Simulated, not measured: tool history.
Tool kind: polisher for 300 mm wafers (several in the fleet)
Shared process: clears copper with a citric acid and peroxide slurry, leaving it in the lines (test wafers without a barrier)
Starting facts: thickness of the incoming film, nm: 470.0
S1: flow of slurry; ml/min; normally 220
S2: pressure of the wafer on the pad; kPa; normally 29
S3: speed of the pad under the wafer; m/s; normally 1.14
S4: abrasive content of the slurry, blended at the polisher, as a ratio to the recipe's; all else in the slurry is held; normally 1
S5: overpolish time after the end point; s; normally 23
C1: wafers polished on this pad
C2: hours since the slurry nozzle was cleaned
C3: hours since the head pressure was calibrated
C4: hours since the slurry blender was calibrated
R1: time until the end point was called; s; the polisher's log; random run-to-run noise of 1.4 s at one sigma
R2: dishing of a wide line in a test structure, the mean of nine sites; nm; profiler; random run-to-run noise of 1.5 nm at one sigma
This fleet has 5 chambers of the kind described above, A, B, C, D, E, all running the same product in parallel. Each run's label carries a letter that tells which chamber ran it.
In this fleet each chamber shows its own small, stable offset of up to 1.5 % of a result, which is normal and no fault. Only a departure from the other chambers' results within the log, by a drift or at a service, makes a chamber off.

run   hour   S1  S2    S3    S4  S5    C1     C2      C3     C4      R1      R2
 1E    7.6  220  29  1.14     1  23   513  328.1   565.7  171.9  111.21  62.965
         9  -- chamber D: head pressure recalibrated
 2C     13  220  29  1.14     1  23   930  145.3  1274.1  124.2  108.63  65.729
 3A   19.4  220  29  1.14     1  23   320  494.9   729.5  132.4  108.79  64.905
      27.6  -- chamber C: head pressure recalibrated
 4D   28.6  220  29  1.14     1  23  1031    368    19.6  108.9  108.79  66.758
      29.6  -- chamber E: worn pad replaced by a new one
 5B   36.8  220  29  1.14     1  23   263  331.1   328.4  255.4     113  63.753
      39.2  -- chamber C: worn pad replaced by a new one
 6B   41.6  220  29  1.14     1  23   296  335.9   333.2  260.2  109.89  67.644
      42.7  -- chamber B: slurry nozzle cleaned
 7E   47.3  220  29  1.14     1  23   119  367.8   605.4  211.6  109.39  66.114
 8D   55.7  220  29  1.14     1  23  1214  395.1    46.7    136  109.39   65.47
        56  -- chamber D: worn pad replaced by a new one
 9C   65.4  220  20  1.14     1  23   176  197.7    37.9  176.6  157.57  46.156
10A   72.8  220  20  1.14     1  23   680  548.3   782.9  185.8  160.01  46.643
11B   77.5  220  20  1.14     1  23   538   34.8   369.1  296.1  161.58  46.858
      85.3  -- chamber A: worn pad replaced by a new one
12D   87.4  220  20  1.14     1  23   212  426.8    78.4  167.7  153.26  47.524
13C   93.5  220  20  1.14     1  23   366  225.8      66  204.7     161  46.538
14E  102.2  220  29  1.14     1  23   489  422.7   660.3  266.5  110.23  64.571
     103.6  -- chamber E: slurry blender recalibrated
15A    109  220  29  1.14     1  23   160  584.5   819.1    222   112.2  64.374
16E  116.6  220  29  1.14     1  23   586  437.1   674.7     13  110.88  64.295
17B  122.2  220  29  1.14     1  23   839   79.5   413.8  340.8  109.25  64.415
18D  128.3  220  29  1.14     1  23   487  467.7   119.3  208.6  109.08  66.181
     130.5  -- chamber E: worn pad replaced by a new one
     132.6  -- chamber C: slurry blender recalibrated
19A  137.3  220  29  1.14     1  23   351  612.8   847.4  250.3  108.78  62.538
20C  143.4  220  29  1.14     1  23   702  275.7   115.9   10.9  109.75  64.368
     146.7  -- chamber B: worn pad replaced by a new one
21D  150.6  220  29  1.14     1  23   638    490   141.6  230.9  109.22  65.794
     150.8  -- chamber B: slurry blender recalibrated
22E  157.1  220  29  1.14     1  23   179  477.6   715.2   53.5  108.73   67.13
23A  163.4  220  29  1.14  1.25  23   527  638.9   873.5  276.4  104.13  66.875
24C  169.1  220  29  1.14  1.25  23   875  301.4   141.6   36.6   103.2  70.079
25B  176.2  220  29  1.14  1.25  23   199  133.5   467.8   25.4  106.78  66.771
26B  181.4  220  29  1.14  1.25  23   234  138.7     473   30.6  103.89  68.714
     181.9  -- chamber A: worn pad replaced by a new one
     185.2  -- chamber C: worn pad replaced by a new one
27C    187  220  29  1.14  1.25  23    12  319.3   159.5   54.5  105.21  65.246
     193.5  -- chamber A: slurry nozzle cleaned
28E  196.4  220  29  1.14     1  23   444  516.9   754.5   92.8  108.58  64.266
29D  203.8  220  29  1.14     1  23   996  543.2   194.8  284.1   108.3   62.54
30A  208.4  220  29  1.14     1  23   178     15   918.5  321.4  111.69  66.558
31A  218.4  220  29  1.14     1  23   246     25   928.5  331.4  109.15  64.052
     225.1  -- chamber E: worn pad replaced by a new one
32C  227.5  220  29  1.14     1  23   285  359.8     200     95  110.59  62.439
33E    236  220  29  1.14     1  23    73  556.5   794.1  132.4  108.77  64.281

Each of the 5 chambers runs these same settings next. Fill in every chamber's results:
34A  243.5  220  29  1.14   1  23                   ?   ?
34B  243.5  220  29  1.14   1  23                   ?   ?
34C  243.5  220  29  1.14   1  23                   ?   ?
34D  243.5  220  29  1.14   1  23                   ?   ?
34E  243.5  220  29  1.14   1  23                   ?   ?

run      R1      R2
34A  111.45  64.128
34B  108.95  61.935
34C  109.17  63.372
34D   110.8  65.935
34E  107.72  63.663
